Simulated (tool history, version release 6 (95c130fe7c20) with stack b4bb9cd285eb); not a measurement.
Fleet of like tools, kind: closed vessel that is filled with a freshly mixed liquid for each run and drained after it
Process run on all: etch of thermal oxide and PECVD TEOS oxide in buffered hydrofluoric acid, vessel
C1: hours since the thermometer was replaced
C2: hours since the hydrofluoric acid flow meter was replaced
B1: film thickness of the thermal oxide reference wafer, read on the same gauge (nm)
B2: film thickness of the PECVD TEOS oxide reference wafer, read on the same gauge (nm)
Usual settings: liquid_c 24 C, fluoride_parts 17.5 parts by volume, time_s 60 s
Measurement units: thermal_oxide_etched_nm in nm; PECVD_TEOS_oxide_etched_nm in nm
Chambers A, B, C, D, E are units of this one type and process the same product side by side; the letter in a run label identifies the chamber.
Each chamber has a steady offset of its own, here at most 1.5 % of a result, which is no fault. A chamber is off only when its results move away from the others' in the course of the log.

Run 1C, hour 6.4: usual settings; C1 149.7; C2 653.8; B1 50.029; B2 100.05. Result: thermal_oxide_etched_nm 39.965 nm, PECVD_TEOS_oxide_etched_nm 107.54 nm.
Run 2D, hour 11.8: usual settings; C1 702; C2 85; B1 50.045; B2 100.01. Result: thermal_oxide_etched_nm 39.884 nm, PECVD_TEOS_oxide_etched_nm 106.86 nm.
Run 3B, hour 17.1: usual settings; C1 109.5; C2 234.6; B1 49.971; B2 99.957. Result: thermal_oxide_etched_nm 40.672 nm, PECVD_TEOS_oxide_etched_nm 108.46 nm.
At hour 17.9: chamber C: hydrofluoric acid flow meter replaced.
Run 4A, hour 25.6: usual settings; C1 97; C2 544.4; B1 49.994; B2 100.01. Result: thermal_oxide_etched_nm 40.198 nm, PECVD_TEOS_oxide_etched_nm 109.49 nm.
Run 5E, hour 35.5: usual settings; C1 407.1; C2 1084.5; B1 49.998; B2 100. Result: thermal_oxide_etched_nm 41.028 nm, PECVD_TEOS_oxide_etched_nm 107.63 nm.
At hour 37.5: chamber E: hydrofluoric acid flow meter replaced.
Run 6C, hour 43.8: usual settings; C1 187.1; C2 25.9; B1 49.982; B2 100.01. Result: thermal_oxide_etched_nm 39.915 nm, PECVD_TEOS_oxide_etched_nm 108.44 nm.
Run 7A, hour 52.9: usual settings; C1 124.3; C2 571.7; B1 49.973; B2 100.04. Result: thermal_oxide_etched_nm 40.186 nm, PECVD_TEOS_oxide_etched_nm 109.54 nm.
Run 8D, hour 62.7: usual settings; C1 752.9; C2 135.9; B1 50.002; B2 100.02. Result: thermal_oxide_etched_nm 39.775 nm, PECVD_TEOS_oxide_etched_nm 107.86 nm.
Run 9B, hour 69: usual settings; C1 161.4; C2 286.5; B1 50.002; B2 100. Result: thermal_oxide_etched_nm 40.151 nm, PECVD_TEOS_oxide_etched_nm 108.38 nm.
Run 10E, hour 76.6: usual settings; C1 448.2; C2 39.1; B1 49.997; B2 99.999. Result: thermal_oxide_etched_nm 41.116 nm, PECVD_TEOS_oxide_etched_nm 110.28 nm.
Run 11A, hour 82.7: usual settings; C1 154.1; C2 601.5; B1 49.987; B2 100.01. Result: thermal_oxide_etched_nm 40.355 nm, PECVD_TEOS_oxide_etched_nm 109.27 nm.
Run 12C, hour 92.5: usual settings; C1 235.8; C2 74.6; B1 50.002; B2 100.03. Result: thermal_oxide_etched_nm 40.236 nm, PECVD_TEOS_oxide_etched_nm 106.63 nm.
Run 13E, hour 99.8: usual settings; C1 471.4; C2 62.3; B1 49.976; B2 100.03. Result: thermal_oxide_etched_nm 40.233 nm, PECVD_TEOS_oxide_etched_nm 107.76 nm.
Run 14D, hour 105.2: usual settings; C1 795.4; C2 178.4; B1 50.01; B2 99.976. Result: thermal_oxide_etched_nm 39.653 nm, PECVD_TEOS_oxide_etched_nm 108.71 nm.
Run 15B, hour 114.3: usual settings; C1 206.7; C2 331.8; B1 50.034; B2 100.06. Result: thermal_oxide_etched_nm 39.907 nm, PECVD_TEOS_oxide_etched_nm 107.28 nm.
Run 16C, hour 122.2: usual settings; C1 265.5; C2 104.3; B1 50.012; B2 99.968. Result: thermal_oxide_etched_nm 39.65 nm, PECVD_TEOS_oxide_etched_nm 109.24 nm.
Run 17B, hour 131.2: usual settings; C1 223.6; C2 348.7; B1 49.999; B2 99.952. Result: thermal_oxide_etched_nm 39.896 nm, PECVD_TEOS_oxide_etched_nm 108.69 nm.
Run 18A, hour 136: usual settings but fluoride_parts 19.5 parts by volume; C1 207.4; C2 654.8; B1 50.008; B2 99.998. Result: thermal_oxide_etched_nm 35.788 nm, PECVD_TEOS_oxide_etched_nm 96.491 nm.
Run 19D, hour 145.7: usual settings but fluoride_parts 19.5 parts by volume; C1 835.9; C2 218.9; B1 49.999; B2 99.982. Result: thermal_oxide_etched_nm 35.864 nm, PECVD_TEOS_oxide_etched_nm 96.127 nm.
Run 20E, hour 153.3: usual settings but fluoride_parts 19.5 parts by volume; C1 524.9; C2 115.8; B1 50; B2 100.04. Result: thermal_oxide_etched_nm 36.733 nm, PECVD_TEOS_oxide_etched_nm 97.606 nm.
Run 21E, hour 158.3: usual settings but fluoride_parts 19.5 parts by volume; C1 529.9; C2 120.8; B1 49.975; B2 100.02. Result: thermal_oxide_etched_nm 36.067 nm, PECVD_TEOS_oxide_etched_nm 98.064 nm.
Run 22B, hour 167.5: usual settings but fluoride_parts 19.5 parts by volume; C1 259.9; C2 385; B1 49.999; B2 99.971. Result: thermal_oxide_etched_nm 36.252 nm, PECVD_TEOS_oxide_etched_nm 98.246 nm.
Run 23A, hour 173.5: usual settings; C1 244.9; C2 692.3; B1 49.995; B2 99.999. Result: thermal_oxide_etched_nm 39.978 nm, PECVD_TEOS_oxide_etched_nm 109.45 nm.
Run 24D, hour 181.7: usual settings; C1 871.9; C2 254.9; B1 50.041; B2 100.01. Result: thermal_oxide_etched_nm 39.764 nm, PECVD_TEOS_oxide_etched_nm 106.66 nm.
Run 25C, hour 186.6: usual settings; C1 329.9; C2 168.7; B1 49.989; B2 100. Result: thermal_oxide_etched_nm 40.312 nm, PECVD_TEOS_oxide_etched_nm 106.22 nm.
Run 26A, hour 191.2: usual settings; C1 262.6; C2 710; B1 49.986; B2 100.01. Result: thermal_oxide_etched_nm 40.193 nm, PECVD_TEOS_oxide_etched_nm 108.48 nm.
Run 27B, hour 199.1: usual settings but fluoride_parts 20.5 parts by volume; C1 291.5; C2 416.6; B1 49.979; B2 99.999. Result: thermal_oxide_etched_nm 34.419 nm, PECVD_TEOS_oxide_etched_nm 93.151 nm.
Run 28E, hour 208.8: usual settings but fluoride_parts 20.5 parts by volume; C1 580.4; C2 171.3; B1 50.039; B2 100.01. Result: thermal_oxide_etched_nm 34.983 nm, PECVD_TEOS_oxide_etched_nm 91.992 nm.
At hour 209.1: chamber D: thermometer replaced.
Run 29D, hour 216.7: usual settings but fluoride_parts 20.5 parts by volume; C1 7.7; C2 289.9; B1 49.992; B2 99.991. Result: thermal_oxide_etched_nm 34.477 nm, PECVD_TEOS_oxide_etched_nm 93.224 nm.
Run 30C, hour 223.6: usual settings but fluoride_parts 20.5 parts by volume; C1 366.9; C2 205.7; B1 50.01; B2 99.973. Result: thermal_oxide_etched_nm 34.066 nm, PECVD_TEOS_oxide_etched_nm 93.116 nm.
Run 31E, hour 230.2: usual settings but fluoride_parts 20.5 parts by volume; C1 601.8; C2 192.7; B1 49.996; B2 100.02. Result: thermal_oxide_etched_nm 34.887 nm, PECVD_TEOS_oxide_etched_nm 94.22 nm.
Run 32D, hour 237: usual settings; C1 28; C2 310.2; B1 50.013; B2 99.988. Result: thermal_oxide_etched_nm 40.183 nm, PECVD_TEOS_oxide_etched_nm 109.43 nm.

Is one chamber off against the others, does the gauge drift, or is nothing wrong? If a chamber is off, say which, and what the likeliest cause is.

No chamber stands off beyond its own small offset, and the gauge holds steady.

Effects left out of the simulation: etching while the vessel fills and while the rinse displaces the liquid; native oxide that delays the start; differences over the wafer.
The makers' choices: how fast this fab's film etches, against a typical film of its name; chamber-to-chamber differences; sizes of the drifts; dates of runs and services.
